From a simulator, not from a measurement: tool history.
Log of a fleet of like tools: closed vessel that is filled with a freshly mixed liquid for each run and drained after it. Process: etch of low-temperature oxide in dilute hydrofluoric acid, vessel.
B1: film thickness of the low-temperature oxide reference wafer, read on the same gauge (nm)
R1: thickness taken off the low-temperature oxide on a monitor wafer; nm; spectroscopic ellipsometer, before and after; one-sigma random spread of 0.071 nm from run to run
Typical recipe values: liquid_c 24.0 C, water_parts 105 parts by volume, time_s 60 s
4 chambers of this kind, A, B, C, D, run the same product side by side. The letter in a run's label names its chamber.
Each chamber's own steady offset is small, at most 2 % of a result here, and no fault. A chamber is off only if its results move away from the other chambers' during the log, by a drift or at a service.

run 1D hour=14.7 | liquid_c=24.0 water_parts=105 time_s=60 | B1=139.97 | R1=10.6970
run 2B hour=25.5 | liquid_c=24.0 water_parts=105 time_s=60 | B1=140.04 | R1=10.6830
run 3C hour=40.7 | liquid_c=24.0 water_parts=105 time_s=60 | B1=139.98 | R1=10.8760
run 4A hour=53.5 | liquid_c=24.0 water_parts=105 time_s=60 | B1=140.02 | R1=10.8660
run 5D hour=66.5 | liquid_c=24.0 water_parts=105 time_s=60 | B1=139.97 | R1=10.7670
run 6A hour=78.8 | liquid_c=24.0 water_parts=105 time_s=60 | B1=139.94 | R1=10.9730
run 7B hour=91.9 | liquid_c=24.0 water_parts=105 time_s=60 | B1=139.99 | R1=10.7100
run 8C hour=108.2 | liquid_c=24.0 water_parts=105 time_s=60 | B1=139.99 | R1=10.8090
run 9C hour=116.2 | liquid_c=24.0 water_parts=105 time_s=60 | B1=140.00 | R1=10.8660
run 10D hour=124.1 | liquid_c=24.0 water_parts=105 time_s=60 | B1=140.02 | R1=10.6280
run 11A hour=133.6 | liquid_c=24.0 water_parts=105 time_s=60 | B1=139.96 | R1=10.9040
run 12B hour=147.7 | liquid_c=24.0 water_parts=80 time_s=60 | B1=139.98 | R1=14.3140
run 13B hour=159.1 | liquid_c=24.0 water_parts=80 time_s=60 | B1=139.97 | R1=14.4440
run 14C hour=174.4 | liquid_c=24.0 water_parts=80 time_s=60 | B1=139.99 | R1=14.7140
run 15D hour=186.5 | liquid_c=24.0 water_parts=80 time_s=60 | B1=139.98 | R1=14.5360
run 16A hour=197.4 | liquid_c=24.0 water_parts=105 time_s=60 | B1=139.96 | R1=10.8030
run 17A hour=206.3 | liquid_c=24.0 water_parts=105 time_s=60 | B1=140.03 | R1=10.8800
run 18D hour=214.2 | liquid_c=24.0 water_parts=105 time_s=60 | B1=140.02 | R1=10.6070
run 19B hour=222.8 | liquid_c=24.0 water_parts=105 time_s=60 | B1=139.97 | R1=10.6570
-- hour=230.2 chamber D: hydrofluoric acid flow meter replaced
run 20C hour=232.1 | liquid_c=24.0 water_parts=105 time_s=60 | B1=139.98 | R1=10.9280
run 21B hour=239.3 | liquid_c=24.0 water_parts=105 time_s=60 | B1=140.01 | R1=10.8060
run 22C hour=250.0 | liquid_c=24.0 water_parts=105 time_s=60 | B1=140.00 | R1=11.0140
run 23A hour=263.4 | liquid_c=24.0 water_parts=105 time_s=60 | B1=139.94 | R1=10.9240
run 24D hour=277.6 | liquid_c=20.5 water_parts=105 time_s=60 | B1=139.99 | R1=9.1093
-- hour=285.2 chamber C: thermometer replaced
run 25D hour=289.3 | liquid_c=20.5 water_parts=105 time_s=60 | B1=139.95 | R1=9.1370
run 26B hour=302.9 | liquid_c=20.5 water_parts=105 time_s=60 | B1=139.99 | R1=9.4351
-- hour=309.8 chamber B: hydrofluoric acid flow meter replaced
run 27A hour=316.8 | liquid_c=20.5 water_parts=105 time_s=60 | B1=139.97 | R1=9.5246
run 28C hour=333.0 | liquid_c=24.0 water_parts=105 time_s=45 | B1=139.99 | R1=8.2379
run 29C hour=344.1 | liquid_c=24.0 water_parts=105 time_s=45 | B1=140.02 | R1=8.2456
run 30B hour=356.9 | liquid_c=24.0 water_parts=105 time_s=45 | B1=140.00 | R1=7.9415
run 31D hour=370.4 | liquid_c=24.0 water_parts=105 time_s=45 | B1=140.00 | R1=7.7738
run 32A hour=383.0 | liquid_c=24.0 water_parts=105 time_s=60 | B1=140.03 | R1=10.7360
run 33C hour=395.3 | liquid_c=24.0 water_parts=105 time_s=60 | B1=139.99 | R1=10.9160
run 34A hour=408.8 | liquid_c=24.0 water_parts=105 time_s=60 | B1=140.01 | R1=10.8090
run 35D hour=418.5 | liquid_c=24.0 water_parts=105 time_s=60 | B1=139.96 | R1=10.2840
run 36B hour=435.1 | liquid_c=24.0 water_parts=105 time_s=60 | B1=139.99 | R1=10.6890
run 37D hour=450.9 | liquid_c=24.0 water_parts=105 time_s=60 | B1=139.99 | R1=10.3980
run 38A hour=458.7 | liquid_c=24.0 water_parts=105 time_s=60 | B1=139.97 | R1=10.9270
run 39C hour=473.8 | liquid_c=24.0 water_parts=105 time_s=60 | B1=140.05 | R1=10.8400
run 40B hour=486.0 | liquid_c=24.0 water_parts=105 time_s=60 | B1=139.95 | R1=10.5260
run 41B hour=497.4 | liquid_c=24.0 water_parts=105 time_s=60 | B1=140.01 | R1=10.6820
run 42C hour=513.3 | liquid_c=24.0 water_parts=105 time_s=60 | B1=140.01 | R1=10.8280

For the next run the whole fleet of 4 chambers uses the same settings. Give each chamber's results:
run 43A hour=525.1 | liquid_c=24.0 water_parts=105 time_s=60 | R1=?
run 43B hour=525.1 | liquid_c=24.0 water_parts=105 time_s=60 | R1=?
run 43C hour=525.1 | liquid_c=24.0 water_parts=105 time_s=60 | R1=?
run 43D hour=525.1 | liquid_c=24.0 water_parts=105 time_s=60 | R1=?

run=43A R1=10.8920
run=43B R1=10.6500
run=43C R1=10.8280
run=43D R1=10.2180

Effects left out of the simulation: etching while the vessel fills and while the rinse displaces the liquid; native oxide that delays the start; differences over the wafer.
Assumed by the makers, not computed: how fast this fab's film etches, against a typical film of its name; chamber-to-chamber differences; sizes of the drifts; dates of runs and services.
